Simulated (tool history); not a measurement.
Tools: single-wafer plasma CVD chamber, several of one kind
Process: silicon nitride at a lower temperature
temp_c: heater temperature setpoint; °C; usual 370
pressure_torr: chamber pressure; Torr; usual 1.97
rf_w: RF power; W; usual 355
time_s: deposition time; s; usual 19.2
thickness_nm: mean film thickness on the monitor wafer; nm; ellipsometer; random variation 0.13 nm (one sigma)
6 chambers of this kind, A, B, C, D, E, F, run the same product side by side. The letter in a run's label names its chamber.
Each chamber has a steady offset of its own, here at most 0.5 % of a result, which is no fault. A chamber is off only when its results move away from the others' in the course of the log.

run,hour,temp_c,pressure_torr,rf_w,time_s,hours since the last thermocouple change,hours since the last RF generator calibration,hours since the last manometer calibration,"read-back reference wafer on the same gauge, thickness_nm",thickness_nm
1B,2.9,370,1.97,355,19.2,1172.7,1476.9,1647.2,26.231,26.345
2C,6.7,370,1.97,355,19.2,1582.9,1676.4,1499.3,26.177,26.401
3D,11,370,1.97,355,19.2,894.4,133.1,882.9,26.189,26.553
4E,14.7,370,1.97,355,19.2,195.7,73.6,434.9,26.167,26.444
5F,18,370,1.97,355,19.2,295.6,1927.8,84.8,26.18,26.374
6A,22,370,1.97,355,19.2,1873.6,710.3,2184.9,26.2,26.535
7F,26.1,370,1.97,355,19.2,303.7,1935.9,92.9,26.2,26.34
8D,30.2,370,1.97,355,19.2,913.6,152.3,902.1,26.193,26.472
9A,33.1,370,1.97,355,19.2,1884.7,721.4,2196,26.204,26.35
10E,36.3,370,1.97,355,19.2,217.3,95.2,456.5,26.194,26.511
11B,38.5,370,1.97,355,19.2,1208.3,1512.5,1682.8,26.201,26.249
12C,41.4,370,1.97,355,19.2,1617.6,1711.1,1534,26.188,26.324
13A,45.4,370,1.97,355,19.2,1897,733.7,2208.3,26.185,26.555
14E,47.4,370,1.64,355,22.7,228.4,106.3,467.6,26.219,29.952
15D,50.9,370,1.64,355,22.7,934.3,173,922.8,26.226,29.724
16C,53.7,370,1.64,355,22.7,1629.9,1723.4,1546.3,26.206,29.824
17F,57,370,1.64,355,22.7,334.6,1966.8,123.8,26.207,29.5
18B,61.3,370,1.64,355,22.7,1231.1,1535.3,1705.6,26.203,29.55
19D,64.3,370,1.64,355,22.7,947.7,186.4,936.2,26.205,29.732
20F,67.6,370,1.97,355,19.2,345.2,1977.4,134.4,26.217,26.349
21E,71.7,370,1.97,355,19.2,252.7,130.6,491.9,26.168,26.728
22C,74.9,370,1.97,355,19.2,1651.1,1744.6,1567.5,26.216,26.621
23B,77.3,370,1.97,355,19.2,1247.1,1551.3,1721.6,26.211,26.543
24A,81.4,370,1.97,355,19.2,1933,769.7,2244.3,26.197,26.223
25D,84.6,370,1.97,355,19.2,968,206.7,956.5,26.188,26.495
26C,88.5,370,1.97,355,19.2,1664.7,1758.2,1581.1,26.198,26.563
27E,91.3,370,1.97,355,19.2,272.3,150.2,511.5,26.203,26.478
28F,93.9,370,1.97,355,19.2,371.5,2003.7,160.7,26.204,26.318
29B,96.1,370,1.97,355,19.2,1265.9,1570.1,1740.4,26.195,26.36
30A,99.4,370,1.97,355,19.2,1951,787.7,2262.3,26.175,26.527
31C,102,370,1.97,355,19.2,1678.2,1771.7,1594.6,26.178,26.358
32B,105.5,370,1.97,355,19.2,1275.3,1579.5,1749.8,26.217,26.422
33A,107.6,370,1.97,355,19.2,1959.2,795.9,2270.5,26.177,26.403
34F,111.8,370,1.97,355,19.2,389.4,2021.6,178.6,26.19,26.23
35E,114.7,370,1.97,355,19.2,295.7,173.6,534.9,26.189,26.542
36D,118,370,1.97,355,19.2,1001.4,240.1,989.9,26.203,26.286
37A,120.2,370,1.97,355,19.2,1971.8,808.5,2283.1,26.196,26.305
38B,123.4,370,1.97,355,19.2,1293.2,1597.4,1767.7,26.217,26.411
39F,125.7,370,1.97,355,19.2,403.3,2035.5,192.5,26.179,26.34
40D,128.6,370,1.97,355,19.2,1012,250.7,1000.5,26.2,26.586
41C,132.5,370,1.97,355,19.2,1708.7,1802.2,1625.1,26.179,26.353
42E,134.9,370,1.63,335,19.2,315.9,193.8,555.1,26.223,24.281
43A,138.9,370,1.63,335,19.2,1990.5,827.2,2301.8,26.199,24.074
44F,141.3,370,1.63,335,19.2,418.9,2051.1,208.1,26.205,24.181

What goes on in this fleet: one chamber off, a drifting gauge, or nothing beyond the chambers' own small offsets? Name the chamber and the cause, if any.

No chamber stands off beyond its own small offset, and the gauge holds steady.

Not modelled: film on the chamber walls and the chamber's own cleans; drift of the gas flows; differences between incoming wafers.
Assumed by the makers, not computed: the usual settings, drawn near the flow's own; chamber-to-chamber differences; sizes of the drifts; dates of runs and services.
